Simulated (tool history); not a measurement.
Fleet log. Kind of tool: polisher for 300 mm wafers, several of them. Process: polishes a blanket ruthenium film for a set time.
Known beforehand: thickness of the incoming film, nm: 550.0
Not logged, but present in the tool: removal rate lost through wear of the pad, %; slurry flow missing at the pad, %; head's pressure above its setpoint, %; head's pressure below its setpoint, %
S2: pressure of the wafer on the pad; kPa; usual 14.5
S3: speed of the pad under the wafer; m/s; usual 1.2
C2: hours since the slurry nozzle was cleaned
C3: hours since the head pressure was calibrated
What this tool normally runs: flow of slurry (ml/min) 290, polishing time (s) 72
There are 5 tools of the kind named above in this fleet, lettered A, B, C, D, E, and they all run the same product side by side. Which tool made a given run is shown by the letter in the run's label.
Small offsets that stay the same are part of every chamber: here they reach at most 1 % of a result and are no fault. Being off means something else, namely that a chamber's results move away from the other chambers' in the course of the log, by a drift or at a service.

{"hour": 2.0, "done": "chamber B: worn pad replaced by a new one"}
{"run": "1B", "hour": 3.0, "flow of slurry (ml/min)": 290, "S2": 14.5, "S3": 1.2, "polishing time (s)": 72, "wafers polished on this pad": 8, "C2": 744.2, "C3": 388, "film removed (Å)": 1214.8}
{"run": "2C", "hour": 7.0, "flow of slurry (ml/min)": 290, "S2": 14.5, "S3": 1.2, "polishing time (s)": 72, "wafers polished on this pad": 389, "C2": 303.5, "C3": 1017.7, "film removed (Å)": 1227.3}
{"hour": 8.5, "done": "chamber A: worn pad replaced by a new one"}
{"run": "3A", "hour": 10.5, "flow of slurry (ml/min)": 290, "S2": 14.5, "S3": 1.2, "polishing time (s)": 72, "wafers polished on this pad": 16, "C2": 628.3, "C3": 478, "film removed (Å)": 1208.7}
{"run": "4D", "hour": 14.0, "flow of slurry (ml/min)": 290, "S2": 14.5, "S3": 1.2, "polishing time (s)": 72, "wafers polished on this pad": 942, "C2": 85.9, "C3": 565.4, "film removed (Å)": 1225.8}
{"run": "5E", "hour": 16.0, "flow of slurry (ml/min)": 290, "S2": 14.5, "S3": 1.2, "polishing time (s)": 72, "wafers polished on this pad": 649, "C2": 73.9, "C3": 395.4, "film removed (Å)": 1231}
{"run": "6E", "hour": 20.0, "flow of slurry (ml/min)": 290, "S2": 14.5, "S3": 1.2, "polishing time (s)": 72, "wafers polished on this pad": 680, "C2": 77.9, "C3": 399.4, "film removed (Å)": 1217.6}
{"hour": 21.4, "done": "chamber B: slurry nozzle cleaned"}
{"hour": 24.3, "done": "chamber D: worn pad replaced by a new one"}
{"run": "7D", "hour": 24.3, "flow of slurry (ml/min)": 290, "S2": 14.5, "S3": 1.2, "polishing time (s)": 72, "wafers polished on this pad": 0, "C2": 96.2, "C3": 575.7, "film removed (Å)": 1227.7}
{"run": "8A", "hour": 26.8, "flow of slurry (ml/min)": 290, "S2": 14.5, "S3": 1.2, "polishing time (s)": 72, "wafers polished on this pad": 142, "C2": 644.6, "C3": 494.3, "film removed (Å)": 1203.2}
{"run": "9C", "hour": 29.3, "flow of slurry (ml/min)": 290, "S2": 14.5, "S3": 1.2, "polishing time (s)": 72, "wafers polished on this pad": 562, "C2": 325.8, "C3": 1040, "film removed (Å)": 1220.8}
{"run": "10B", "hour": 31.5, "flow of slurry (ml/min)": 290, "S2": 14.5, "S3": 1.2, "polishing time (s)": 72, "wafers polished on this pad": 229, "C2": 10.2, "C3": 416.5, "film removed (Å)": 1212.2}
{"run": "11E", "hour": 33.8, "flow of slurry (ml/min)": 290, "S2": 14.5, "S3": 1.2, "polishing time (s)": 72, "wafers polished on this pad": 787, "C2": 91.7, "C3": 413.2, "film removed (Å)": 1221.7}
{"run": "12C", "hour": 37.2, "flow of slurry (ml/min)": 290, "S2": 14.5, "S3": 1.2, "polishing time (s)": 91, "wafers polished on this pad": 623, "C2": 333.7, "C3": 1047.9, "film removed (Å)": 1536.8}
{"run": "13B", "hour": 40.5, "flow of slurry (ml/min)": 290, "S2": 14.5, "S3": 1.2, "polishing time (s)": 91, "wafers polished on this pad": 299, "C2": 19.2, "C3": 425.5, "film removed (Å)": 1533.6}
{"run": "14A", "hour": 44.1, "flow of slurry (ml/min)": 290, "S2": 14.5, "S3": 1.2, "polishing time (s)": 91, "wafers polished on this pad": 277, "C2": 661.9, "C3": 511.6, "film removed (Å)": 1508.2}
{"run": "15D", "hour": 46.7, "flow of slurry (ml/min)": 290, "S2": 14.5, "S3": 1.2, "polishing time (s)": 91, "wafers polished on this pad": 174, "C2": 118.6, "C3": 598.1, "film removed (Å)": 1548}
{"run": "16B", "hour": 49.0, "flow of slurry (ml/min)": 290, "S2": 14.5, "S3": 1.2, "polishing time (s)": 91, "wafers polished on this pad": 365, "C2": 27.7, "C3": 434, "film removed (Å)": 1559.2}
{"hour": 49.8, "done": "chamber A: slurry nozzle cleaned"}
{"run": "17E", "hour": 51.7, "flow of slurry (ml/min)": 290, "S2": 14.5, "S3": 1.2, "polishing time (s)": 72, "wafers polished on this pad": 926, "C2": 109.6, "C3": 431.1, "film removed (Å)": 1209.4}
{"run": "18A", "hour": 54.5, "flow of slurry (ml/min)": 290, "S2": 14.5, "S3": 1.2, "polishing time (s)": 72, "wafers polished on this pad": 357, "C2": 4.7, "C3": 522, "film removed (Å)": 1210.5}
{"run": "19D", "hour": 57.6, "flow of slurry (ml/min)": 290, "S2": 14.5, "S3": 1.2, "polishing time (s)": 95, "wafers polished on this pad": 259, "C2": 129.5, "C3": 609, "film removed (Å)": 1638}
{"hour": 59.1, "done": "chamber C: head pressure recalibrated"}
{"run": "20C", "hour": 60.3, "flow of slurry (ml/min)": 290, "S2": 14.5, "S3": 1.2, "polishing time (s)": 95, "wafers polished on this pad": 803, "C2": 356.8, "C3": 1.2, "film removed (Å)": 1581.2}
{"run": "21A", "hour": 63.0, "flow of slurry (ml/min)": 290, "S2": 14.5, "S3": 1.2, "polishing time (s)": 95, "wafers polished on this pad": 423, "C2": 13.2, "C3": 530.5, "film removed (Å)": 1591.3}
{"hour": 63.7, "done": "chamber B: worn pad replaced by a new one"}
{"run": "22B", "hour": 66.6, "flow of slurry (ml/min)": 290, "S2": 14.5, "S3": 1.2, "polishing time (s)": 95, "wafers polished on this pad": 22, "C2": 45.3, "C3": 451.6, "film removed (Å)": 1618.3}
{"run": "23E", "hour": 68.8, "flow of slurry (ml/min)": 290, "S2": 14.5, "S3": 1.2, "polishing time (s)": 95, "wafers polished on this pad": 1059, "C2": 126.7, "C3": 448.2, "film removed (Å)": 1611.6}
{"run": "24D", "hour": 72.4, "flow of slurry (ml/min)": 290, "S2": 10.3, "S3": 1.2, "polishing time (s)": 72, "wafers polished on this pad": 373, "C2": 144.3, "C3": 623.8, "film removed (Å)": 874.71}
{"run": "25C", "hour": 76.7, "flow of slurry (ml/min)": 290, "S2": 10.3, "S3": 1.2, "polishing time (s)": 72, "wafers polished on this pad": 930, "C2": 373.2, "C3": 17.6, "film removed (Å)": 850.46}
{"run": "26C", "hour": 79.3, "flow of slurry (ml/min)": 290, "S2": 10.3, "S3": 1.2, "polishing time (s)": 72, "wafers polished on this pad": 950, "C2": 375.8, "C3": 20.2, "film removed (Å)": 854.24}
{"run": "27A", "hour": 82.5, "flow of slurry (ml/min)": 290, "S2": 10.3, "S3": 1.2, "polishing time (s)": 72, "wafers polished on this pad": 575, "C2": 32.7, "C3": 550, "film removed (Å)": 870.29}
{"run": "28E", "hour": 86.9, "flow of slurry (ml/min)": 290, "S2": 10.3, "S3": 1.2, "polishing time (s)": 72, "wafers polished on this pad": 1200, "C2": 144.8, "C3": 466.3, "film removed (Å)": 873.76}
{"hour": 88.7, "done": "chamber E: worn pad replaced by a new one"}
{"run": "29D", "hour": 90.0, "flow of slurry (ml/min)": 290, "S2": 11.7, "S3": 1, "polishing time (s)": 72, "wafers polished on this pad": 510, "C2": 161.9, "C3": 641.4, "film removed (Å)": 826.56}
{"run": "30B", "hour": 92.3, "flow of slurry (ml/min)": 290, "S2": 11.7, "S3": 1, "polishing time (s)": 72, "wafers polished on this pad": 222, "C2": 71, "C3": 477.3, "film removed (Å)": 821.06}
{"run": "31E", "hour": 96.7, "flow of slurry (ml/min)": 290, "S2": 11.7, "S3": 1, "polishing time (s)": 72, "wafers polished on this pad": 62, "C2": 154.6, "C3": 476.1, "film removed (Å)": 831.35}
{"run": "32B", "hour": 100.0, "flow of slurry (ml/min)": 290, "S2": 11.7, "S3": 1, "polishing time (s)": 72, "wafers polished on this pad": 281, "C2": 78.7, "C3": 485, "film removed (Å)": 832.83}
{"run": "33D", "hour": 102.3, "flow of slurry (ml/min)": 290, "S2": 11.7, "S3": 1, "polishing time (s)": 72, "wafers polished on this pad": 606, "C2": 174.2, "C3": 653.7, "film removed (Å)": 830.19}
{"run": "34A", "hour": 104.9, "flow of slurry (ml/min)": 290, "S2": 14.5, "S3": 1.2, "polishing time (s)": 72, "wafers polished on this pad": 749, "C2": 55.1, "C3": 572.4, "film removed (Å)": 1200.8}
{"run": "35C", "hour": 109.1, "flow of slurry (ml/min)": 290, "S2": 14.5, "S3": 1.2, "polishing time (s)": 72, "wafers polished on this pad": 1182, "C2": 405.6, "C3": 50, "film removed (Å)": 1169}
{"run": "36A", "hour": 112.2, "flow of slurry (ml/min)": 290, "S2": 14.5, "S3": 1.2, "polishing time (s)": 72, "wafers polished on this pad": 805, "C2": 62.4, "C3": 579.7, "film removed (Å)": 1233.8}

All chambers now run identical settings, listed one chamber a line with results as question marks. What results will each chamber show?
{"run": "37A", "hour": 115.3, "flow of slurry (ml/min)": 290, "S2": 10.3, "S3": 1.2, "polishing time (s)": 72, "film removed (Å)": "?"}
{"run": "37B", "hour": 115.3, "flow of slurry (ml/min)": 290, "S2": 10.3, "S3": 1.2, "polishing time (s)": 72, "film removed (Å)": "?"}
{"run": "37C", "hour": 115.3, "flow of slurry (ml/min)": 290, "S2": 10.3, "S3": 1.2, "polishing time (s)": 72, "film removed (Å)": "?"}
{"run": "37D", "hour": 115.3, "flow of slurry (ml/min)": 290, "S2": 10.3, "S3": 1.2, "polishing time (s)": 72, "film removed (Å)": "?"}
{"run": "37E", "hour": 115.3, "flow of slurry (ml/min)": 290, "S2": 10.3, "S3": 1.2, "polishing time (s)": 72, "film removed (Å)": "?"}

run=37A film_removed_(Å)=854.15
run=37B film_removed_(Å)=878.31
run=37C film_removed_(Å)=815.93
run=37D film_removed_(Å)=872.31
run=37E film_removed_(Å)=863.58
